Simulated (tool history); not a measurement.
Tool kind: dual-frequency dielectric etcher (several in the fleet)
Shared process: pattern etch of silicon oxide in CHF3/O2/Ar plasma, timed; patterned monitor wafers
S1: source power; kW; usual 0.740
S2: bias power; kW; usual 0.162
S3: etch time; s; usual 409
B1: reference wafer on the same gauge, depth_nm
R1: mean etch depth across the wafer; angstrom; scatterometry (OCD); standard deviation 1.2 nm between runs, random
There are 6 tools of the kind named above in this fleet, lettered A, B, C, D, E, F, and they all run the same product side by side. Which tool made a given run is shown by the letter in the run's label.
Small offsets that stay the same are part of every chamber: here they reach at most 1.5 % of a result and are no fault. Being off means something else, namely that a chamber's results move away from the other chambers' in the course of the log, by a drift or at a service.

| run | hour | S1 | S2 | S3 | B1 | R1 |
|---|---|---|---|---|---|---|
| 1D | 5.9 | 0.740 | 0.162 | 409 | 766.15 | 8516.9 |
| 2B | 12.8 | 0.740 | 0.162 | 409 | 766.19 | 8446.0 |
| 3F | 20.0 | 0.740 | 0.162 | 409 | 766.25 | 8489.3 |
| 4E | 24.3 | 0.740 | 0.162 | 409 | 766.38 | 8460.1 |
| 5C | 30.5 | 0.740 | 0.162 | 409 | 766.64 | 8436.5 |
| 6A | 38.2 | 0.740 | 0.162 | 450 | 766.88 | 9457.8 |
| 7A | 45.1 | 0.740 | 0.162 | 450 | 766.85 | 9462.1 |
| 8D | 51.0 | 0.740 | 0.162 | 450 | 766.98 | 9353.1 |
| 9F | 55.1 | 0.740 | 0.162 | 450 | 766.93 | 9331.3 |
|  | 61.6 | chamber B: wet clean of the chamber |
| 10E | 62.0 | 0.740 | 0.162 | 450 | 767.24 | 9331.0 |
| 11C | 70.3 | 0.740 | 0.162 | 450 | 767.30 | 9279.7 |
| 12B | 78.8 | 0.740 | 0.162 | 409 | 767.51 | 8463.7 |
| 13B | 82.9 | 0.740 | 0.162 | 409 | 767.46 | 8447.1 |
|  | 88.2 | chamber C: wet clean of the chamber |
| 14A | 89.5 | 0.740 | 0.162 | 409 | 767.60 | 8603.2 |
| 15F | 93.7 | 0.740 | 0.162 | 409 | 767.51 | 8511.1 |
| 16E | 101.4 | 0.740 | 0.162 | 409 | 767.83 | 8480.7 |
| 17C | 107.8 | 0.740 | 0.162 | 409 | 767.82 | 8447.1 |
|  | 112.2 | chamber B: source power generator calibrated |
| 18D | 113.8 | 0.740 | 0.180 | 409 | 768.39 | 8826.0 |
| 19A | 118.2 | 0.740 | 0.180 | 409 | 767.92 | 8888.6 |
| 20B | 122.7 | 0.740 | 0.180 | 409 | 768.46 | 8737.2 |
| 21E | 127.7 | 0.740 | 0.180 | 409 | 768.29 | 8806.9 |
| 22C | 135.3 | 0.740 | 0.180 | 409 | 768.46 | 8715.3 |
| 23D | 143.4 | 0.740 | 0.180 | 409 | 768.89 | 8813.2 |
| 24F | 151.8 | 0.740 | 0.162 | 409 | 768.80 | 8519.1 |
|  | 155.0 | chamber F: wet clean of the chamber |
| 25B | 156.3 | 0.740 | 0.162 | 409 | 768.87 | 8469.5 |
| 26D | 161.5 | 0.740 | 0.162 | 409 | 769.28 | 8561.0 |
| 27C | 169.8 | 0.740 | 0.162 | 409 | 769.25 | 8436.2 |
| 28E | 174.8 | 0.740 | 0.162 | 409 | 769.28 | 8516.6 |
| 29F | 182.7 | 0.740 | 0.144 | 409 | 769.30 | 8194.2 |
| 30A | 190.3 | 0.740 | 0.144 | 409 | 769.62 | 8287.9 |
| 31D | 196.5 | 0.740 | 0.144 | 409 | 769.66 | 8213.7 |
| 32E | 201.7 | 0.740 | 0.144 | 409 | 770.00 | 8197.1 |
| 33C | 208.9 | 0.740 | 0.144 | 409 | 770.23 | 8139.3 |
| 34B | 214.4 | 0.740 | 0.144 | 409 | 770.12 | 8167.4 |
| 35A | 219.2 | 0.740 | 0.162 | 409 | 770.28 | 8611.7 |
| 36F | 223.7 | 0.740 | 0.162 | 409 | 770.06 | 8512.2 |
| 37F | 230.0 | 0.740 | 0.132 | 409 | 770.05 | 7972.7 |
| 38D | 235.1 | 0.740 | 0.132 | 409 | 770.38 | 8033.1 |

Is one chamber out of step, is the gauge drifting, or do the chambers differ by no more than their own small offsets? For an off chamber, give its letter and the likeliest cause.

The shared gauge is drifting. All chambers look as if they move in step, but none is off.
Most likely cause: gauge reads high (%) = 0.581.

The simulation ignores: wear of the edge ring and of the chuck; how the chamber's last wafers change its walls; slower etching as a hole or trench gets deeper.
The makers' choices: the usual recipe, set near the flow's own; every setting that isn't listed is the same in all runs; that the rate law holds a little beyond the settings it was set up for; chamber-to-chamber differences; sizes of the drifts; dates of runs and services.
